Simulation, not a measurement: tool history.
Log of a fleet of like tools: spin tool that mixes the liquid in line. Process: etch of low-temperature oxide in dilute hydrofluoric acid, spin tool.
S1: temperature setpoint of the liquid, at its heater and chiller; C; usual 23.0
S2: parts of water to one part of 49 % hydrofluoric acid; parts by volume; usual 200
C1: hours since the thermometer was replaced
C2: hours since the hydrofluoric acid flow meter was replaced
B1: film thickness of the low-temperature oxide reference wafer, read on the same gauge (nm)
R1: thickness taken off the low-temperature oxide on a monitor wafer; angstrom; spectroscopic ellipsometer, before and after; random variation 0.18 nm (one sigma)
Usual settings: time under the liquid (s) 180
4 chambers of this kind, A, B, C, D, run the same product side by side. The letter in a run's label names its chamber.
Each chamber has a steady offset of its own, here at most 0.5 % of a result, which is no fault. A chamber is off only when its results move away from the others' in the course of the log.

{"run": "1C", "hour": 7.1, "S1": 23.0, "S2": 200, "time under the liquid (s)": 180, "C1": 91.6, "C2": 880.1, "B1": 39.971, "R1": 189.27}
{"run": "2D", "hour": 10.4, "S1": 23.0, "S2": 200, "time under the liquid (s)": 180, "C1": 877.2, "C2": 374.5, "B1": 39.984, "R1": 189.22}
{"run": "3B", "hour": 15.5, "S1": 23.0, "S2": 200, "time under the liquid (s)": 180, "C1": 754.6, "C2": 26.2, "B1": 40.015, "R1": 188.4}
{"run": "4A", "hour": 20.6, "S1": 23.0, "S2": 200, "time under the liquid (s)": 180, "C1": 507.8, "C2": 523.4, "B1": 40.01, "R1": 190.1}
{"run": "5A", "hour": 27.5, "S1": 23.0, "S2": 200, "time under the liquid (s)": 180, "C1": 514.7, "C2": 530.3, "B1": 40.02, "R1": 189.4}
{"run": "6D", "hour": 32.1, "S1": 23.0, "S2": 200, "time under the liquid (s)": 180, "C1": 898.9, "C2": 396.2, "B1": 39.973, "R1": 189.45}
{"run": "7C", "hour": 35.3, "S1": 23.0, "S2": 200, "time under the liquid (s)": 180, "C1": 119.8, "C2": 908.3, "B1": 39.985, "R1": 186.31}
{"run": "8B", "hour": 41.4, "S1": 23.0, "S2": 200, "time under the liquid (s)": 180, "C1": 780.5, "C2": 52.1, "B1": 40.002, "R1": 189.16}
{"run": "9A", "hour": 48.2, "S1": 23.0, "S2": 200, "time under the liquid (s)": 180, "C1": 535.4, "C2": 551.0, "B1": 40.02, "R1": 188.95}
{"run": "10C", "hour": 54.5, "S1": 23.0, "S2": 230, "time under the liquid (s)": 180, "C1": 139.0, "C2": 927.5, "B1": 40.001, "R1": 156.52}
{"run": "11D", "hour": 60.0, "S1": 23.0, "S2": 230, "time under the liquid (s)": 180, "C1": 926.8, "C2": 424.1, "B1": 39.986, "R1": 157.63}
{"run": "12B", "hour": 66.1, "S1": 23.0, "S2": 230, "time under the liquid (s)": 180, "C1": 805.2, "C2": 76.8, "B1": 40.017, "R1": 158.16}
{"run": "13A", "hour": 72.8, "S1": 23.0, "S2": 230, "time under the liquid (s)": 180, "C1": 560.0, "C2": 575.6, "B1": 40.036, "R1": 159.59}
{"run": "14B", "hour": 79.2, "S1": 23.0, "S2": 200, "time under the liquid (s)": 260, "C1": 818.3, "C2": 89.9, "B1": 39.995, "R1": 274.69}
{"run": "15D", "hour": 84.2, "S1": 23.0, "S2": 200, "time under the liquid (s)": 260, "C1": 951.0, "C2": 448.3, "B1": 40.004, "R1": 283.57}
{"run": "16C", "hour": 87.5, "S1": 23.0, "S2": 200, "time under the liquid (s)": 260, "C1": 172.0, "C2": 960.5, "B1": 40.008, "R1": 275.3}
{"run": "17A", "hour": 91.7, "S1": 23.0, "S2": 200, "time under the liquid (s)": 260, "C1": 578.9, "C2": 594.5, "B1": 39.99, "R1": 272.04}
{"run": "18C", "hour": 94.9, "S1": 23.0, "S2": 200, "time under the liquid (s)": 180, "C1": 179.4, "C2": 967.9, "B1": 40.026, "R1": 188.59}
{"run": "19B", "hour": 98.5, "S1": 23.0, "S2": 200, "time under the liquid (s)": 180, "C1": 837.6, "C2": 109.2, "B1": 40.013, "R1": 190.45}
{"run": "20D", "hour": 104.3, "S1": 23.0, "S2": 200, "time under the liquid (s)": 180, "C1": 971.1, "C2": 468.4, "B1": 40.012, "R1": 200.53}
{"run": "21C", "hour": 107.9, "S1": 23.0, "S2": 200, "time under the liquid (s)": 180, "C1": 192.4, "C2": 980.9, "B1": 39.994, "R1": 191.83}
{"run": "22D", "hour": 113.3, "S1": 23.0, "S2": 200, "time under the liquid (s)": 180, "C1": 980.1, "C2": 477.4, "B1": 40.021, "R1": 206.65}
{"run": "23A", "hour": 119.9, "S1": 23.0, "S2": 200, "time under the liquid (s)": 180, "C1": 607.1, "C2": 622.7, "B1": 39.973, "R1": 188.12}
{"run": "24B", "hour": 125.1, "S1": 23.0, "S2": 200, "time under the liquid (s)": 180, "C1": 864.2, "C2": 135.8, "B1": 39.986, "R1": 188.12}
{"run": "25A", "hour": 132.2, "S1": 23.0, "S2": 200, "time under the liquid (s)": 180, "C1": 619.4, "C2": 635.0, "B1": 40.013, "R1": 190.64}
{"run": "26B", "hour": 136.2, "S1": 23.0, "S2": 200, "time under the liquid (s)": 180, "C1": 875.3, "C2": 146.9, "B1": 40.019, "R1": 184.99}
{"run": "27D", "hour": 141.3, "S1": 18.5, "S2": 145, "time under the liquid (s)": 180, "C1": 1008.1, "C2": 505.4, "B1": 39.981, "R1": 250.5}
{"run": "28C", "hour": 146.2, "S1": 18.5, "S2": 145, "time under the liquid (s)": 180, "C1": 230.7, "C2": 1019.2, "B1": 40.013, "R1": 233.26}
{"run": "29D", "hour": 150.1, "S1": 18.5, "S2": 145, "time under the liquid (s)": 180, "C1": 1016.9, "C2": 514.2, "B1": 40.026, "R1": 258.01}
{"hour": 150.2, "done": "chamber A: thermometer replaced"}
{"run": "30B", "hour": 155.8, "S1": 18.5, "S2": 145, "time under the liquid (s)": 180, "C1": 894.9, "C2": 166.5, "B1": 40.019, "R1": 229.04}
{"run": "31A", "hour": 159.4, "S1": 23.0, "S2": 200, "time under the liquid (s)": 180, "C1": 9.2, "C2": 662.2, "B1": 39.994, "R1": 186.95}
{"run": "32C", "hour": 162.7, "S1": 23.0, "S2": 200, "time under the liquid (s)": 180, "C1": 247.2, "C2": 1035.7, "B1": 39.979, "R1": 188.61}
{"run": "33D", "hour": 169.4, "S1": 23.0, "S2": 200, "time under the liquid (s)": 180, "C1": 1036.2, "C2": 533.5, "B1": 39.995, "R1": 217.26}

Is one chamber off against the others, does the gauge drift, or is nothing wrong? If a chamber is off, say which, and what the likeliest cause is.

Chamber D drifts away from the others.
Cause: hydrofluoric acid flow above the setpoint (%) = 12.1.

Here are 4 candidates for chamber D's next run, each the usual settings with a change, their results left as question marks. Which one brings its results back in line with what the others give on the usual settings?
In line means no further than this from the other chambers' mean on the usual settings: R1 6.40 angstrom
{"run": "34D-1", "hour": 174.6, "S1": 23.5, "S2": 200, "time under the liquid (s)": 200, "R1": "?"}
{"run": "34D-2", "hour": 174.6, "S1": 23.0, "S2": 210, "time under the liquid (s)": 165, "R1": "?"}
{"run": "34D-3", "hour": 174.6, "S1": 23.0, "S2": 200, "time under the liquid (s)": 170, "R1": "?"}
{"run": "34D-4", "hour": 174.6, "S1": 23.0, "S2": 190, "time under the liquid (s)": 180, "R1": "?"}

The other chambers' mean on the usual settings: R1 188.90 angstrom
run=34D-1 R1=245.26
run=34D-2 R1=187.40
run=34D-3 R1=204.50
run=34D-4 R1=229.93
34D-2 brings the chamber back in line.

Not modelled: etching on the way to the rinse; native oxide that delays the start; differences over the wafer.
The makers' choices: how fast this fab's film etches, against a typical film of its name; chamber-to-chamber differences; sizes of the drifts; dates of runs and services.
